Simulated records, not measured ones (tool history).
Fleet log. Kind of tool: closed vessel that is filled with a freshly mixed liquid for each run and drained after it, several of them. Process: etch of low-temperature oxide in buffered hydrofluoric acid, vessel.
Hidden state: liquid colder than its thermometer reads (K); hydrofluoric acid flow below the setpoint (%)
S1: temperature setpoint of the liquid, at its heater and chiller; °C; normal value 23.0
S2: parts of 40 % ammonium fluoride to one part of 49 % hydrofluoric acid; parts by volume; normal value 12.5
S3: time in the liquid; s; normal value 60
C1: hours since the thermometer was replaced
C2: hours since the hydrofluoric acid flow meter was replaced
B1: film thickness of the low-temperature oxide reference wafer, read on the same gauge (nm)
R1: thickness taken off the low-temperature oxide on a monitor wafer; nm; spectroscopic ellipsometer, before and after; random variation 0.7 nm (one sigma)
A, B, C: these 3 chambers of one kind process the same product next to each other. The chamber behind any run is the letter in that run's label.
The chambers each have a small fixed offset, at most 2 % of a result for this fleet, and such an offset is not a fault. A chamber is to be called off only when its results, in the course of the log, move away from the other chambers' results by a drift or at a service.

run 1B hour=5.8 | S1=23.0 S2=12.5 S3=60 | C1=101.0 C2=1634.5 | B1=39.984 | R1=120.850
run 2A hour=12.0 | S1=23.0 S2=12.5 S3=60 | C1=919.2 C2=186.9 | B1=39.975 | R1=118.040
run 3C hour=21.9 | S1=23.0 S2=12.5 S3=60 | C1=972.5 C2=852.0 | B1=39.967 | R1=117.430
-- hour=27.1 chamber B: hydrofluoric acid flow meter replaced
run 4B hour=30.4 | S1=23.0 S2=12.5 S3=60 | C1=125.6 C2=3.3 | B1=39.985 | R1=119.530
run 5C hour=41.2 | S1=23.0 S2=12.5 S3=60 | C1=991.8 C2=871.3 | B1=39.975 | R1=119.200
run 6A hour=52.5 | S1=18.5 S2=12.5 S3=80 | C1=959.7 C2=227.4 | B1=39.990 | R1=123.690
run 7B hour=60.0 | S1=18.5 S2=12.5 S3=80 | C1=155.2 C2=32.9 | B1=39.994 | R1=124.990
run 8A hour=65.6 | S1=18.5 S2=12.5 S3=80 | C1=972.8 C2=240.5 | B1=39.980 | R1=123.400
run 9C hour=75.7 | S1=23.0 S2=12.5 S3=60 | C1=1026.3 C2=905.8 | B1=39.966 | R1=117.970
run 10A hour=84.4 | S1=23.0 S2=12.5 S3=60 | C1=991.6 C2=259.3 | B1=39.998 | R1=118.910
run 11C hour=92.7 | S1=23.0 S2=12.5 S3=60 | C1=1043.3 C2=922.8 | B1=40.000 | R1=118.390
run 12B hour=101.5 | S1=23.0 S2=12.5 S3=60 | C1=196.7 C2=74.4 | B1=40.027 | R1=119.750
run 13B hour=110.4 | S1=23.0 S2=12.5 S3=60 | C1=205.6 C2=83.3 | B1=39.988 | R1=121.200
run 14C hour=117.6 | S1=23.0 S2=12.5 S3=60 | C1=1068.2 C2=947.7 | B1=40.021 | R1=118.620
run 15A hour=128.1 | S1=23.0 S2=12.5 S3=60 | C1=1035.3 C2=303.0 | B1=39.982 | R1=118.590
run 16C hour=134.5 | S1=23.0 S2=12.5 S3=60 | C1=1085.1 C2=964.6 | B1=39.965 | R1=119.010
run 17B hour=144.9 | S1=23.0 S2=12.5 S3=60 | C1=240.1 C2=117.8 | B1=40.021 | R1=120.260
run 18A hour=151.5 | S1=23.0 S2=12.5 S3=60 | C1=1058.7 C2=326.4 | B1=40.032 | R1=117.760
run 19A hour=162.9 | S1=23.0 S2=12.5 S3=60 | C1=1070.1 C2=337.8 | B1=39.971 | R1=118.710
run 20C hour=170.7 | S1=23.0 S2=12.5 S3=60 | C1=1121.3 C2=1000.8 | B1=40.017 | R1=119.290
run 21B hour=176.0 | S1=23.0 S2=12.5 S3=60 | C1=271.2 C2=148.9 | B1=39.988 | R1=120.590
run 22B hour=182.4 | S1=23.0 S2=12.5 S3=60 | C1=277.6 C2=155.3 | B1=39.989 | R1=119.460
run 23C hour=188.6 | S1=23.0 S2=12.5 S3=60 | C1=1139.2 C2=1018.7 | B1=39.993 | R1=118.340
run 24A hour=198.9 | S1=23.0 S2=12.5 S3=60 | C1=1106.1 C2=373.8 | B1=40.006 | R1=119.530
run 25A hour=209.0 | S1=23.0 S2=12.5 S3=60 | C1=1116.2 C2=383.9 | B1=39.998 | R1=118.550
run 26C hour=214.1 | S1=23.0 S2=16.0 S3=60 | C1=1164.7 C2=1044.2 | B1=39.998 | R1=93.759

Read the log: is a single chamber off, either drifting away or since a service, is the gauge that measures every chamber drifting, or is nothing wrong beyond small per-chamber offsets? Name any odd chamber and what most likely caused it.

Beyond each chamber's small constant offset nothing stands out, and the gauge stays steady.
